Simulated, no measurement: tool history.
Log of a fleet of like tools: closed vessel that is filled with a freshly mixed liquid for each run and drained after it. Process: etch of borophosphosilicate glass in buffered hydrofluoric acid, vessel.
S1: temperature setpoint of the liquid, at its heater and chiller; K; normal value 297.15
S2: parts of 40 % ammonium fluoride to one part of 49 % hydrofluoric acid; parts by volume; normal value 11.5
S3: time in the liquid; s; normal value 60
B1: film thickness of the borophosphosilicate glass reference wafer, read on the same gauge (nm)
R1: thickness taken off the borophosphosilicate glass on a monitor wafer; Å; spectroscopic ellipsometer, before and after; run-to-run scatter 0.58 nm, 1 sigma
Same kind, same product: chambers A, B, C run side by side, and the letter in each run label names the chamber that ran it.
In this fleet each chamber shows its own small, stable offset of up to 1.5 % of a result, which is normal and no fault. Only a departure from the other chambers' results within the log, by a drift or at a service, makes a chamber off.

{"run": "1A", "hour": 11.9, "S1": 297.15, "S2": 11.5, "S3": 60, "B1": 110.05, "R1": 778.54}
{"run": "2C", "hour": 22.5, "S1": 297.15, "S2": 11.5, "S3": 60, "B1": 110.01, "R1": 782.21}
{"run": "3B", "hour": 32.3, "S1": 297.15, "S2": 11.5, "S3": 60, "B1": 110.01, "R1": 778.45}
{"run": "4A", "hour": 41.9, "S1": 297.15, "S2": 11.5, "S3": 60, "B1": 110.06, "R1": 777.03}
{"run": "5C", "hour": 55.9, "S1": 297.15, "S2": 11.5, "S3": 60, "B1": 110.01, "R1": 781.62}
{"run": "6B", "hour": 64.7, "S1": 297.15, "S2": 11.5, "S3": 60, "B1": 110.01, "R1": 756.69}
{"run": "7C", "hour": 74.5, "S1": 297.15, "S2": 11.5, "S3": 60, "B1": 109.95, "R1": 773.57}
{"run": "8A", "hour": 83.7, "S1": 297.15, "S2": 11.5, "S3": 60, "B1": 109.99, "R1": 779.31}
{"run": "9B", "hour": 95.1, "S1": 297.15, "S2": 11.5, "S3": 60, "B1": 110.01, "R1": 766.56}
{"run": "10B", "hour": 110.3, "S1": 297.15, "S2": 11.5, "S3": 60, "B1": 110, "R1": 768.37}
{"run": "11C", "hour": 117.5, "S1": 297.15, "S2": 11.5, "S3": 60, "B1": 109.96, "R1": 765.21}
{"run": "12A", "hour": 125.7, "S1": 299.65, "S2": 11.5, "S3": 95, "B1": 109.98, "R1": 1411.7}
{"run": "13C", "hour": 141.7, "S1": 299.65, "S2": 11.5, "S3": 95, "B1": 110.04, "R1": 1377.7}
{"run": "14B", "hour": 151.6, "S1": 299.65, "S2": 11.5, "S3": 95, "B1": 110.02, "R1": 1391.3}
{"run": "15A", "hour": 165.8, "S1": 297.15, "S2": 11.5, "S3": 60, "B1": 110, "R1": 783.08}
{"run": "16B", "hour": 173.7, "S1": 297.15, "S2": 11.5, "S3": 60, "B1": 110.05, "R1": 772.56}
{"run": "17A", "hour": 186.6, "S1": 297.15, "S2": 11.5, "S3": 60, "B1": 109.97, "R1": 777.21}
{"run": "18C", "hour": 194.9, "S1": 297.15, "S2": 11.5, "S3": 60, "B1": 109.96, "R1": 762.73}
{"run": "19A", "hour": 209.6, "S1": 297.15, "S2": 14.5, "S3": 45, "B1": 109.98, "R1": 463.66}
{"run": "20C", "hour": 224.0, "S1": 297.15, "S2": 14.5, "S3": 45, "B1": 110, "R1": 455.67}
{"run": "21B", "hour": 233.7, "S1": 297.15, "S2": 14.5, "S3": 45, "B1": 110.02, "R1": 461.53}
{"run": "22C", "hour": 247.0, "S1": 297.15, "S2": 11.5, "S3": 60, "B1": 109.97, "R1": 755.74}
{"hour": 254.6, "done": "chamber A: hydrofluoric acid flow meter replaced"}
{"run": "23B", "hour": 260.9, "S1": 297.15, "S2": 11.5, "S3": 60, "B1": 109.98, "R1": 775.49}
{"hour": 270.9, "done": "chamber A: thermometer replaced"}
{"run": "24A", "hour": 273.0, "S1": 297.15, "S2": 11.5, "S3": 60, "B1": 109.96, "R1": 777.37}
{"run": "25B", "hour": 289.2, "S1": 297.15, "S2": 11.5, "S3": 60, "B1": 110.02, "R1": 764.66}
{"run": "26C", "hour": 300.5, "S1": 297.15, "S2": 11.5, "S3": 60, "B1": 109.97, "R1": 745.8}
{"run": "27A", "hour": 315.9, "S1": 302.15, "S2": 11.5, "S3": 60, "B1": 110, "R1": 1008}
{"run": "28B", "hour": 331.5, "S1": 302.15, "S2": 11.5, "S3": 60, "B1": 110.04, "R1": 1000.7}
{"run": "29A", "hour": 342.0, "S1": 302.15, "S2": 11.5, "S3": 60, "B1": 109.95, "R1": 1021.2}
{"run": "30C", "hour": 354.0, "S1": 297.15, "S2": 11.5, "S3": 60, "B1": 110, "R1": 735.52}
{"run": "31C", "hour": 365.2, "S1": 297.15, "S2": 11.5, "S3": 60, "B1": 109.99, "R1": 734.39}
{"run": "32A", "hour": 378.3, "S1": 297.15, "S2": 11.5, "S3": 60, "B1": 110.05, "R1": 778.88}
{"run": "33B", "hour": 391.5, "S1": 297.15, "S2": 11.5, "S3": 60, "B1": 110.04, "R1": 771.08}
{"run": "34A", "hour": 405.6, "S1": 297.15, "S2": 11.5, "S3": 60, "B1": 110, "R1": 776.3}
{"run": "35B", "hour": 417.7, "S1": 297.15, "S2": 11.5, "S3": 60, "B1": 109.98, "R1": 768.91}
{"run": "36C", "hour": 431.1, "S1": 297.15, "S2": 11.5, "S3": 60, "B1": 109.96, "R1": 722}
{"run": "37C", "hour": 444.9, "S1": 297.15, "S2": 14.5, "S3": 50, "B1": 109.99, "R1": 482.03}

Next, every chamber runs the same settings. What will each give?
{"run": "38A", "hour": 456.6, "S1": 297.15, "S2": 11.5, "S3": 60, "R1": "?"}
{"run": "38B", "hour": 456.6, "S1": 297.15, "S2": 11.5, "S3": 60, "R1": "?"}
{"run": "38C", "hour": 456.6, "S1": 297.15, "S2": 11.5, "S3": 60, "R1": "?"}

run=38A R1=769.54
run=38B R1=774.33
run=38C R1=729.39
